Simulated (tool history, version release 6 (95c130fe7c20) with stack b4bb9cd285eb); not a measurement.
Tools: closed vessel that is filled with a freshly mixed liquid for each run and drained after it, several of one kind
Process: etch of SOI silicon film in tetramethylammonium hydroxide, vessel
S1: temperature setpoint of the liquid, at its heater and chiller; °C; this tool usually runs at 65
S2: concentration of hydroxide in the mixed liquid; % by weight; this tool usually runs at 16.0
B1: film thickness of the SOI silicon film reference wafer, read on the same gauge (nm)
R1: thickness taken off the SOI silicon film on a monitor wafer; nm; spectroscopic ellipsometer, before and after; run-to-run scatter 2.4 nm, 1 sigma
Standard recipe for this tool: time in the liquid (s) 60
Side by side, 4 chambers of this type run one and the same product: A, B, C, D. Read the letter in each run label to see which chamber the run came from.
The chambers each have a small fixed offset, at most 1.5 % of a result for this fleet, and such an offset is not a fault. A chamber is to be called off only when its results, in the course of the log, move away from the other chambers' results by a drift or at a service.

Run 1B, day 0.567: usual settings; B1 30.032. Result: R1 245.62 nm.
Run 2C, day 0.867: usual settings; B1 29.975. Result: R1 245.92 nm.
Run 3D, day 1.217: usual settings; B1 30.004. Result: R1 248.68 nm.
Run 4A, day 1.517: usual settings; B1 29.997. Result: R1 252.84 nm.
Run 5B, day 1.996: usual settings but time in the liquid (s) 75; B1 29.982. Result: R1 313.53 nm.
Run 6A, day 2.412: usual settings but time in the liquid (s) 75; B1 30.005. Result: R1 314.13 nm.
Run 7C, day 2.654: usual settings but time in the liquid (s) 75; B1 30.010. Result: R1 307.83 nm.
Run 8D, day 2.958: usual settings but time in the liquid (s) 75; B1 29.973. Result: R1 307.77 nm.
Run 9D, day 3.271: usual settings but time in the liquid (s) 70; B1 29.993. Result: R1 290.34 nm.
Run 10A, day 3.779: usual settings but time in the liquid (s) 70; B1 30.007. Result: R1 292.93 nm.
At day 4.046: chamber D: hydroxide flow meter replaced.
Run 11B, day 4.075: usual settings but time in the liquid (s) 70; B1 29.990. Result: R1 282.89 nm.
Run 12C, day 4.417: usual settings but time in the liquid (s) 70; B1 29.979. Result: R1 291.37 nm.
Run 13B, day 4.933: usual settings; B1 29.986. Result: R1 246.01 nm.
At day 5.329: chamber A: hydroxide flow meter replaced.
Run 14A, day 5.475: usual settings; B1 29.999. Result: R1 251.81 nm.
Run 15D, day 5.858: usual settings; B1 29.995. Result: R1 252.58 nm.
Run 16C, day 6.217: usual settings; B1 29.983. Result: R1 246.66 nm.
Run 17A, day 6.625: usual settings; B1 30.002. Result: R1 249.82 nm.
Run 18D, day 6.946: usual settings; B1 30.024. Result: R1 248.62 nm.
Run 19B, day 7.242: usual settings; B1 29.989. Result: R1 243.41 nm.
Run 20C, day 7.508: usual settings; B1 29.984. Result: R1 247.82 nm.
Run 21D, day 7.946: usual settings; B1 29.999. Result: R1 254.23 nm.
Run 22A, day 8.229: usual settings; B1 29.977. Result: R1 246.02 nm.
Run 23B, day 8.533: usual settings; B1 29.986. Result: R1 236.98 nm.
Run 24C, day 9.033: usual settings; B1 29.976. Result: R1 249.77 nm.
Run 25A, day 9.383: usual settings but S2 11.5 % by weight; B1 29.997. Result: R1 286.70 nm.
Run 26D, day 9.921: usual settings but S2 11.5 % by weight; B1 29.987. Result: R1 282.28 nm.
Run 27C, day 10.300: usual settings but S2 11.5 % by weight; B1 29.970. Result: R1 290.05 nm.
Run 28B, day 10.679: usual settings but S2 11.5 % by weight; B1 30.051. Result: R1 269.94 nm.
At day 10.696: chamber C: hydroxide flow meter replaced.
Run 29D, day 11.046: usual settings; B1 29.986. Result: R1 248.91 nm.
Run 30A, day 11.583: usual settings; B1 29.979. Result: R1 248.87 nm.
Run 31C, day 12.092: usual settings; B1 29.990. Result: R1 249.00 nm.
Run 32B, day 12.442: usual settings; B1 30.011. Result: R1 225.41 nm.
Run 33A, day 12.912: usual settings; B1 30.016. Result: R1 244.18 nm.
Run 34C, day 13.283: usual settings; B1 29.996. Result: R1 245.24 nm.
Run 35B, day 13.854: usual settings but S2 12.0 % by weight, time in the liquid (s) 75; B1 29.992. Result: R1 315.70 nm.
Run 36D, day 14.425: usual settings but S2 12.0 % by weight, time in the liquid (s) 75; B1 30.022. Result: R1 353.36 nm.

Which is it: a chamber that has drifted or been left off by a service, a gauge drift common to all chambers, or only each chamber's usual small offset? If a chamber is off, name it and its likeliest cause.

Chamber B drifts away from the others.
What lies behind it: liquid colder than its thermometer reads (K) = 1.74.

Which of the 4 candidates below, each the usual settings with something changed and its results left as question marks, puts chamber B back in line with what the other chambers give on the usual settings?
Allowed miss from the other chambers' usual-settings mean, per result, to count as in line: R1 8.30 nm
Run 37B-1, day 14.833: usual settings but S1 65.5 °C, time in the liquid (s) 65. Result: R1 ?.
Run 37B-2, day 14.833: usual settings but S2 18.5 % by weight. Result: R1 ?.
Run 37B-3, day 14.833: usual settings but S1 64.5 °C, time in the liquid (s) 55. Result: R1 ?.
Run 37B-4, day 14.833: usual settings but S1 66.0 °C. Result: R1 ?.

What the other chambers average on the usual settings: R1 248.90 nm
  run      R1
37B-1  246.86
37B-2  209.01
37B-3  196.62
37B-4  234.91
Change 37B-1 lands the chamber within the allowed miss of the other chambers.

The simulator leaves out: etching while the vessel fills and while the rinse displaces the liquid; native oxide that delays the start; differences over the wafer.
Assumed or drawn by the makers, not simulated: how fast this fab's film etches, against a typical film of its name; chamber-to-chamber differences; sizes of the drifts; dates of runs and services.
